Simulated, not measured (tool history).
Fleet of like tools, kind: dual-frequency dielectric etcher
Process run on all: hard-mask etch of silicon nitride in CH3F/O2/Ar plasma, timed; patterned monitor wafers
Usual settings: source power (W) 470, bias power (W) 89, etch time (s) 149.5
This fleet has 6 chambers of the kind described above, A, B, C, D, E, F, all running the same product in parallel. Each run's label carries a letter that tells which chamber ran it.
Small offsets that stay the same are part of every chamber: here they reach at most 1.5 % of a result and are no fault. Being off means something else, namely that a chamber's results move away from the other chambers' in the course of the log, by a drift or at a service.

run,hour,source power (W),bias power (W),etch time (s),"read-back reference wafer on the same gauge, depth_nm",mean etch depth across the wafer (nm)
1B,6.2,470,89,149.5,113.97,121.27
2E,10,470,89,149.5,113.95,119.45
3D,13.6,470,89,149.5,113.99,119.78
4A,19.1,470,89,149.5,113.91,118.8
5C,24.1,470,89,149.5,113.91,119.08
6F,30.3,470,89,149.5,113.89,120.68
7E,35.3,470,89,149.5,113.93,119.59
8D,38.9,470,89,149.5,113.85,119.27
9A,45.2,470,89,149.5,113.91,118.4
10C,50.1,470,89,149.5,113.84,119.17
# hour 51.3: chamber B: source power generator calibrated
11B,53.3,470,109,179,113.81,156.24
12F,58.6,470,109,179,113.81,155.38
# hour 64.2: chamber B: wet clean of the chamber
13C,64.4,470,109,179,113.81,153.51
14E,68.2,470,109,179,113.78,153.62
15A,71.6,470,109,179,113.77,152.67
16D,77.6,470,109,179,113.73,153.21
# hour 78.1: chamber D: bias power generator calibrated
# hour 78.5: chamber E: wet clean of the chamber
# hour 78.7: chamber D: wet clean of the chamber
17F,81.3,470,89,149.5,113.74,120.39
18B,87.6,470,103,149.5,113.69,127.36
19B,90.5,470,103,149.5,113.7,127.08
20C,94.8,470,103,149.5,113.67,125.3
21E,99.1,470,103,149.5,113.68,126
22A,105.2,470,103,149.5,113.66,124.88
23D,108.4,470,103,149.5,113.63,125.99
24F,111.4,470,89,149.5,113.66,120.06
25F,115.6,470,89,149.5,113.6,120.44
26C,118.6,390,100,149.5,113.62,115.44
27A,122.9,390,100,149.5,113.6,115.16
28E,129,390,100,149.5,113.6,116.24
29D,134.3,390,100,149.5,113.54,116.04
30B,137.4,390,100,149.5,113.54,117.31
31A,140.8,390,100,149.5,113.56,114.87
32C,145.6,470,89,109.5,113.5,87.122
33D,151.1,470,89,109.5,113.47,87.348
34E,156.7,470,89,109.5,113.52,87.026
35B,161.4,470,89,109.5,113.48,88.507
36F,165.4,470,89,109.5,113.42,88.172
37D,169.9,470,89,109.5,113.43,87.267
38E,174,470,89,149.5,113.41,119.09
39B,177.8,470,89,149.5,113.44,120.69
40F,182.5,470,89,149.5,113.41,119.72
41C,186.8,470,89,149.5,113.38,118.39
# hour 187.5: chamber A: wet clean of the chamber
42A,193.1,470,82,192.5,113.34,147.91
43F,196.7,470,82,192.5,113.34,150.21

Each of the 6 chambers runs these same settings next. Fill in every chamber's results:
44A,201.3,470,89,114.5,,?
44B,201.3,470,89,114.5,,?
44C,201.3,470,89,114.5,,?
44D,201.3,470,89,114.5,,?
44E,201.3,470,89,114.5,,?
44F,201.3,470,89,114.5,,?

run,mean etch depth across the wafer (nm)
44A,90.604
44B,92.282
44C,90.99
44D,91.265
44E,90.963
44F,91.817
